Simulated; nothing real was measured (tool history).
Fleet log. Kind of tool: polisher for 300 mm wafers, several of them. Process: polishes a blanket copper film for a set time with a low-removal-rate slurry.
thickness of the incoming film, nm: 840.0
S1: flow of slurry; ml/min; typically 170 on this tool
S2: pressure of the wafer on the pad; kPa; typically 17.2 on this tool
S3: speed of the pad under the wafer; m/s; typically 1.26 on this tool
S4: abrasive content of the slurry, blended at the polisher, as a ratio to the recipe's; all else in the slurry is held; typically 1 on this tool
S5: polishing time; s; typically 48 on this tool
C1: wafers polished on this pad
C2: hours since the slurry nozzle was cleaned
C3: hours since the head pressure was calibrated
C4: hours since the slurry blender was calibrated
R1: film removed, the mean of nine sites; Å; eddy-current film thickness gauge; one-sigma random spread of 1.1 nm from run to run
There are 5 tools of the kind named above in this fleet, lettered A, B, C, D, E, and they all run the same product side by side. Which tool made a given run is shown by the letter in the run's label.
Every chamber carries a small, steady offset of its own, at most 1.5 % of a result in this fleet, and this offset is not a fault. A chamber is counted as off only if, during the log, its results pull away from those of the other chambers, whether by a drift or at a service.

| run | hour | S1 | S2 | S3 | S4 | S5 | C1 | C2 | C3 | C4 | R1 |
|---|---|---|---|---|---|---|---|---|---|---|---|
| 1D | 3.6 | 170 | 17.2 | 1.26 | 1 | 48 | 596 | 515.5 | 255.9 | 174.2 | 1307.30 |
|  | 5.1 | chamber D: worn pad replaced by a new one |
| 2A | 6.0 | 170 | 17.2 | 1.26 | 1 | 48 | 443 | 308.3 | 322.8 | 193.1 | 1342.70 |
|  | 8.3 | chamber E: slurry nozzle cleaned |
| 3C | 10.7 | 170 | 17.2 | 1.26 | 1 | 48 | 227 | 80.6 | 471.5 | 76.2 | 1295.20 |
| 4B | 15.2 | 170 | 17.2 | 1.26 | 1 | 48 | 430 | 216.2 | 957.9 | 38.2 | 1336.30 |
| 5E | 18.3 | 170 | 17.2 | 1.26 | 1 | 48 | 287 | 10.0 | 1165.7 | 431.8 | 1318.80 |
| 6E | 21.9 | 170 | 17.2 | 1.26 | 1 | 48 | 340 | 13.6 | 1169.3 | 435.4 | 1336.90 |
| 7A | 25.3 | 170 | 17.2 | 1.26 | 1 | 48 | 727 | 327.6 | 342.1 | 212.4 | 1315.30 |
| 8B | 30.1 | 170 | 20.7 | 1.26 | 1 | 48 | 649 | 231.1 | 972.8 | 53.1 | 1616.40 |
| 9C | 33.0 | 170 | 20.7 | 1.26 | 1 | 48 | 555 | 102.9 | 493.8 | 98.5 | 1579.50 |
|  | 35.1 | chamber E: slurry blender recalibrated |
| 10D | 35.5 | 170 | 20.7 | 1.26 | 1 | 48 | 448 | 547.4 | 287.8 | 206.1 | 1568.60 |
| 11A | 39.9 | 170 | 20.7 | 1.26 | 1 | 48 | 942 | 342.2 | 356.7 | 227.0 | 1582.20 |
| 12E | 44.6 | 170 | 20.7 | 1.26 | 1 | 48 | 674 | 36.3 | 1192.0 | 9.6 | 1636.20 |
| 13D | 47.2 | 170 | 17.2 | 1.26 | 1 | 48 | 620 | 559.1 | 299.5 | 217.8 | 1306.60 |
|  | 47.5 | chamber C: worn pad replaced by a new one |
|  | 49.4 | chamber E: head pressure recalibrated |
|  | 51.9 | chamber D: worn pad replaced by a new one |
| 14B | 51.9 | 170 | 23.4 | 1.26 | 1 | 48 | 970 | 252.9 | 994.6 | 74.9 | 1815.40 |
|  | 55.8 | chamber E: worn pad replaced by a new one |
| 15C | 56.4 | 170 | 23.4 | 1.26 | 1 | 48 | 131 | 126.3 | 517.2 | 121.9 | 1779.90 |
| 16D | 60.2 | 170 | 23.4 | 1.26 | 1 | 48 | 122 | 572.1 | 312.5 | 230.8 | 1816.10 |
|  | 61.7 | chamber A: worn pad replaced by a new one |
|  | 62.4 | chamber B: worn pad replaced by a new one |
| 17A | 62.7 | 170 | 23.4 | 1.26 | 1 | 48 | 15 | 365.0 | 379.5 | 249.8 | 1785.20 |
| 18E | 66.5 | 170 | 23.4 | 1.26 | 1 | 48 | 158 | 58.2 | 17.2 | 31.5 | 1975.70 |
| 19B | 69.9 | 170 | 17.2 | 1.26 | 1 | 48 | 110 | 270.9 | 1012.6 | 92.9 | 1329.00 |
| 20C | 74.9 | 170 | 17.2 | 1.26 | 1 | 48 | 403 | 144.8 | 535.7 | 140.4 | 1320.10 |
| 21D | 77.6 | 170 | 17.2 | 1.26 | 1 | 48 | 378 | 589.5 | 329.9 | 248.2 | 1307.40 |
| 22C | 82.1 | 170 | 14.5 | 1.06 | 1 | 48 | 509 | 152.0 | 542.9 | 147.6 | 937.83 |
| 23E | 85.7 | 170 | 14.5 | 1.06 | 1 | 48 | 441 | 77.4 | 36.4 | 50.7 | 1026.40 |
| 24B | 89.2 | 170 | 14.5 | 1.06 | 1 | 48 | 394 | 290.2 | 1031.9 | 112.2 | 952.44 |
|  | 92.0 | chamber D: worn pad replaced by a new one |
| 25A | 93.3 | 170 | 14.5 | 1.06 | 1 | 48 | 465 | 395.6 | 410.1 | 280.4 | 933.41 |
|  | 95.4 | chamber C: worn pad replaced by a new one |
| 26B | 98.3 | 170 | 14.5 | 1.06 | 1 | 48 | 528 | 299.3 | 1041.0 | 121.3 | 935.88 |
| 27C | 102.8 | 170 | 17.2 | 1.26 | 1 | 48 | 110 | 172.7 | 563.6 | 168.3 | 1327.10 |
| 28E | 106.5 | 170 | 17.2 | 1.26 | 1 | 48 | 747 | 98.2 | 57.2 | 71.5 | 1434.30 |
| 29A | 111.3 | 170 | 22.8 | 0.88 | 1 | 48 | 730 | 413.6 | 428.1 | 298.4 | 1214.30 |
|  | 112.5 | chamber D: slurry blender recalibrated |
|  | 113.3 | chamber E: worn pad replaced by a new one |
| 30D | 114.5 | 170 | 22.8 | 0.88 | 1 | 48 | 331 | 626.4 | 366.8 | 2.1 | 1229.90 |
| 31E | 116.9 | 170 | 22.8 | 0.88 | 1 | 48 | 53 | 108.6 | 67.6 | 81.9 | 1314.80 |

For the next run the whole fleet of 5 chambers uses the same settings. Give each chamber's results:
| 32A | 120.5 | 170 | 17.2 | 1.26 | 1 | 48 |  |  |  |  | ? |
| 32B | 120.5 | 170 | 17.2 | 1.26 | 1 | 48 |  |  |  |  | ? |
| 32C | 120.5 | 170 | 17.2 | 1.26 | 1 | 48 |  |  |  |  | ? |
| 32D | 120.5 | 170 | 17.2 | 1.26 | 1 | 48 |  |  |  |  | ? |
| 32E | 120.5 | 170 | 17.2 | 1.26 | 1 | 48 |  |  |  |  | ? |

| run | R1 |
|---|---|
| 32A | 1326.10 |
| 32B | 1336.20 |
| 32C | 1319.10 |
| 32D | 1297.30 |
| 32E | 1403.90 |
